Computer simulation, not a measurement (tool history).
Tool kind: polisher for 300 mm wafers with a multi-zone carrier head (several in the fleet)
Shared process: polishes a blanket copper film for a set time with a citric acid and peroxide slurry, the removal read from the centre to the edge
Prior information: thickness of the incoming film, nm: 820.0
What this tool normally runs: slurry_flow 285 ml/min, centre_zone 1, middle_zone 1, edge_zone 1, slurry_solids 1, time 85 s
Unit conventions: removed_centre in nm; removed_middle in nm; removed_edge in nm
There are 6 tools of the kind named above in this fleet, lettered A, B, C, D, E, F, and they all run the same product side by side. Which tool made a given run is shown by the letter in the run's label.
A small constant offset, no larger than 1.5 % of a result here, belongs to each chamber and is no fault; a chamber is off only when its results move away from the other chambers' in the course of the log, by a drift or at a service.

run	day	slurry_flow	centre_zone	middle_zone	edge_zone	slurry_solids	time	removed_centre	removed_middle	removed_edge
1B	0.396	285	1	1	1	1	85	214.83	211.1	211.68
# day 0.821: chamber C: worn pad replaced by a new one
2F	0.971	285	1	1	1	1	85	206.77	205.82	207.68
# day 1.146: chamber B: worn pad replaced by a new one
3A	1.421	285	1	1	1	1	85	210.26	212.04	208.84
# day 1.704: chamber A: worn pad replaced by a new one
4E	1.788	285	1	1	1	1	85	207.26	208.97	213.43
5D	2.388	285	1	1	1	1	85	206.18	208.66	216.5
# day 2.396: chamber D: centre zone pressure recalibrated
6C	2.75	285	1	1	1	1	85	212.23	210.85	212.09
7D	3.262	285	1	1	1	1	85	212.16	208.48	219.34
# day 3.325: chamber F: worn pad replaced by a new one
# day 3.596: chamber E: worn pad replaced by a new one
8C	3.608	285	1	1	1	1	85	208.7	212.94	210.53
9F	3.933	285	1	1	1	1	85	213.04	208.61	207.14
10E	4.433	285	1	1	1	1	85	208.32	210.49	211.91
# day 4.725: chamber F: slurry nozzle cleaned
# day 4.971: chamber C: centre zone pressure recalibrated
11B	5.075	285	1	1	1	1	85	212.82	214.47	214.64
# day 5.079: chamber B: worn pad replaced by a new one
12A	5.362	285	1	1	1	0.75	85	200.62	199.71	193.38
# day 5.833: chamber A: worn pad replaced by a new one
13A	5.838	285	1	1	1	0.75	85	204.57	199.54	193.11
14B	6.288	285	1	1	1	0.75	85	201.07	199.56	200.21
15F	6.692	285	1	1	1	0.75	85	195.83	195.59	200.17
16D	6.979	285	1	1	1	0.75	85	192.69	195.54	199.8
# day 7.062: chamber C: worn pad replaced by a new one
17C	7.442	285	1	1	1	0.75	85	193.93	198.51	199.37
18E	7.892	285	1	1	1	1	85	207.9	211.12	211.44
# day 8.025: chamber F: worn pad replaced by a new one
# day 8.354: chamber C: slurry nozzle cleaned
19A	8.496	285	1.1	1.07	1	1	85	234.63	226.2	204.52
# day 8.508: chamber B: edge zone pressure recalibrated
# day 8.671: chamber E: slurry nozzle cleaned
# day 8.908: chamber B: worn pad replaced by a new one
20E	9.121	285	1.1	1.07	1	1	85	236.2	223.64	208.92
21F	9.608	285	1.1	1.07	1	1	85	237.13	224.52	204.42
# day 9.633: chamber A: slurry nozzle cleaned
22B	9.9	285	1.1	1.07	1	1	85	236.38	220.04	208.96
# day 10.004: chamber A: worn pad replaced by a new one
23D	10.392	285	1.1	1.07	1	1	85	221.48	211.55	200.24
# day 10.683: chamber E: worn pad replaced by a new one
24C	10.683	285	1.1	1.07	1	1	85	232.76	225.35	212.68
25F	10.967	285	1	1	1	1	85	208.32	211.77	205.08
26E	11.446	285	1	1	1	1	85	208.93	208.35	206.88
27A	11.946	285	1	1	1	1	85	215.27	209.54	207.58
# day 12.271: chamber B: worn pad replaced by a new one
28B	12.396	285	1	1	1	1	85	211.52	213.73	207.92
# day 12.771: chamber C: worn pad replaced by a new one
29C	12.996	285	1	1	1	1	85	213.52	207.61	210.76
# day 13.471: chamber A: worn pad replaced by a new one
30D	13.471	285	1.09	1	1	1	85	216.81	190.85	194.25
31D	13.842	285	1.09	1	1	1	85	207.1	191.35	199.56
32F	14.121	285	1.09	1	1	1	85	228.43	208.14	209.55
# day 14.142: chamber F: worn pad replaced by a new one
# day 14.333: chamber C: edge zone pressure recalibrated
33E	14.675	285	1.09	1	1	1	85	227.98	208.46	208.41
34B	15.25	285	1.09	1	1	1	85	234.61	212.26	208.03
# day 15.383: chamber A: centre zone pressure recalibrated
35C	15.617	285	1.09	1	1	1	85	233.71	206.92	204.99
36A	16.221	285	1	1	1	1	85	214.43	212.29	203.52
37F	16.5	285	1	1	1.05	1	62	151.58	153.48	157.79

Has any chamber moved away from the others, gradually or after a service, or does the common gauge drift, or do the chambers differ only by their own small steady offsets? State the chamber and the most likely cause if one applies.

It is chamber D that slowly wanders off from its peers.
What lies behind it: removal rate lost through wear of the pad, % = 12.

Here are 4 candidates for chamber D's next run, each the usual settings with a change, their results left as question marks. Which one brings its results back in line with what the others give on the usual settings?
In line means no further than this from the other chambers' mean on the usual settings: removed_centre 7.8 nm; removed_middle 7.6 nm; removed_edge 9.2 nm
38D-1	16.958	280	0.98	0.98	1.01	0.95	71	?	?	?
38D-2	16.958	280	0.99	0.98	1.01	1	76	?	?	?
38D-3	16.958	290	1.02	1.02	0.99	1.05	102	?	?	?
38D-4	16.958	290	1.01	1.02	0.99	1	94	?	?	?

What the other chambers average on the usual settings: removed_centre 211 nm; removed_middle 210.77 nm; removed_edge 209.06 nm
run	removed_centre	removed_middle	removed_edge
38D-1	150.36	149.17	155.47
38D-2	164.56	161.43	168.26
38D-3	231.63	227.83	226.28
38D-4	208.96	207.78	206.35
The answer is 38D-4, which returns the chamber to within the allowed miss of the others.
